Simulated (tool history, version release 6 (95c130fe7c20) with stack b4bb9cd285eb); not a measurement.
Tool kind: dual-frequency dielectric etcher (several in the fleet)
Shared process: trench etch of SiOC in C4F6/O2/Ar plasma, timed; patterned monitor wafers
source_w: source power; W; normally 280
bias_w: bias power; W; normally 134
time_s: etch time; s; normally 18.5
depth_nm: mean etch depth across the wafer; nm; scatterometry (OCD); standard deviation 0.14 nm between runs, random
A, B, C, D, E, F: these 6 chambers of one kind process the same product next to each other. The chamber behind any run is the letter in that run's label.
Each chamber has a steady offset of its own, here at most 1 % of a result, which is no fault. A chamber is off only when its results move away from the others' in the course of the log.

run   hour  source_w  bias_w  time_s  read-back reference wafer on the same gauge, depth_nm  depth_nm
 1C   10.3       280     134    18.5                                                 24.497    30.674
      13.5  -- chamber B: source power generator calibrated
 2B   16.8       280     134    18.5                                                  24.49    30.373
 3E   24.5       280     134    18.5                                                  24.49    30.712
 4D   34.2       280     134    18.5                                                 24.508    30.545
 5F   39.6       280     134    18.5                                                 24.505    29.974
        44  -- chamber D: wet clean of the chamber
      47.6  -- chamber A: wet clean of the chamber
 6A   51.6       280     134    18.5                                                 24.489    30.347
 7A     59       280     134    18.5                                                 24.502    30.489
 8D   67.8       280     157    18.5                                                 24.504    32.236
 9B   77.4       280     157    18.5                                                 24.495    32.019
10F   86.4       280     157    18.5                                                 24.507    31.648
11C     96       280     157    18.5                                                 24.502    32.087
12E  101.6       280     157    18.5                                                 24.496    32.242
13F  112.7       280     157    18.5                                                 24.518    31.603
14E  122.5       280     134    18.5                                                 24.508    30.637
15C  128.2       280     134    18.5                                                 24.511    30.652
16B  139.5       280     134    18.5                                                  24.51    30.277
17D  145.1       280     134    18.5                                                 24.488    30.475
18A  154.3       280     134    18.5                                                 24.496    30.335
     156.4  -- chamber C: bias power generator calibrated
     162.4  -- chamber E: wet clean of the chamber
19C  162.7       280     134    18.5                                                 24.485    30.848
20A    168       230     134    18.5                                                 24.512    27.966
21F  174.3       230     134    18.5                                                 24.517    27.894
22B  182.2       230     134    18.5                                                 24.507    28.176
23D  189.3       230     134    18.5                                                 24.483    28.288
     189.4  -- chamber C: wet clean of the chamber
24E  196.6       230     134    18.5                                                 24.522    29.824
25F  206.7       230     134    18.5                                                 24.501     27.95
26E  215.8       280     134    18.5                                                 24.521    31.864
27D  222.5       280     134    18.5                                                 24.491    30.519
28B  233.5       280     134    18.5                                                 24.497    30.598
29A  240.8       280     134    18.5                                                 24.476    30.277
30C    252       280     134    18.5                                                 24.507     30.72
31A  260.2       280     134    18.5                                                 24.508    30.199
32F  265.7       280     134    18.5                                                 24.481    30.311
33B  276.2       320     134    21.5                                                 24.494    37.394
     281.3  -- chamber B: wet clean of the chamber
34E  282.9       320     134    21.5                                                 24.488    39.366
35C  294.8       320     134    21.5                                                 24.501    37.608
36D  302.5       320     134    21.5                                                 24.508    37.407
37B  313.8       320     134    21.5                                                 24.477    37.094
38A  323.1       320     134    21.5                                                 24.504    36.939
39D  333.8       280     134    18.5                                                 24.483    30.665
40E  340.4       280     134    18.5                                                 24.522     31.97
41C    346       280     134    18.5                                                 24.501    30.831

Has any chamber moved away from the others, gradually or after a service, or does the common gauge drift, or do the chambers differ only by their own small steady offsets? State the chamber and the most likely cause if one applies.

Chamber E has stood off from the others ever since a service on it.
Most likely cause: etch rate over this chamber's usual, % = 4.55.

Which of the 4 candidates below, each the usual settings with something changed and its results left as question marks, puts chamber E back in line with what the other chambers give on the usual settings?
Allowed miss from the other chambers' usual-settings mean, per result, to count as in line: depth_nm 0.47 nm
42E-1  354.7       280     142    18.5                                                                ?
42E-2  354.7       270     131    18.5                                                                ?
42E-3  354.7       320     134    18.5                                                                ?
42E-4  354.7       250     134    18.5                                                                ?

On the usual settings, the other chambers give on average: depth_nm 30.435 nm
  run  depth_nm
42E-1    32.672
42E-2    31.423
42E-3    33.852
42E-4    30.686
42E-4 puts the chamber back in line with the other chambers.
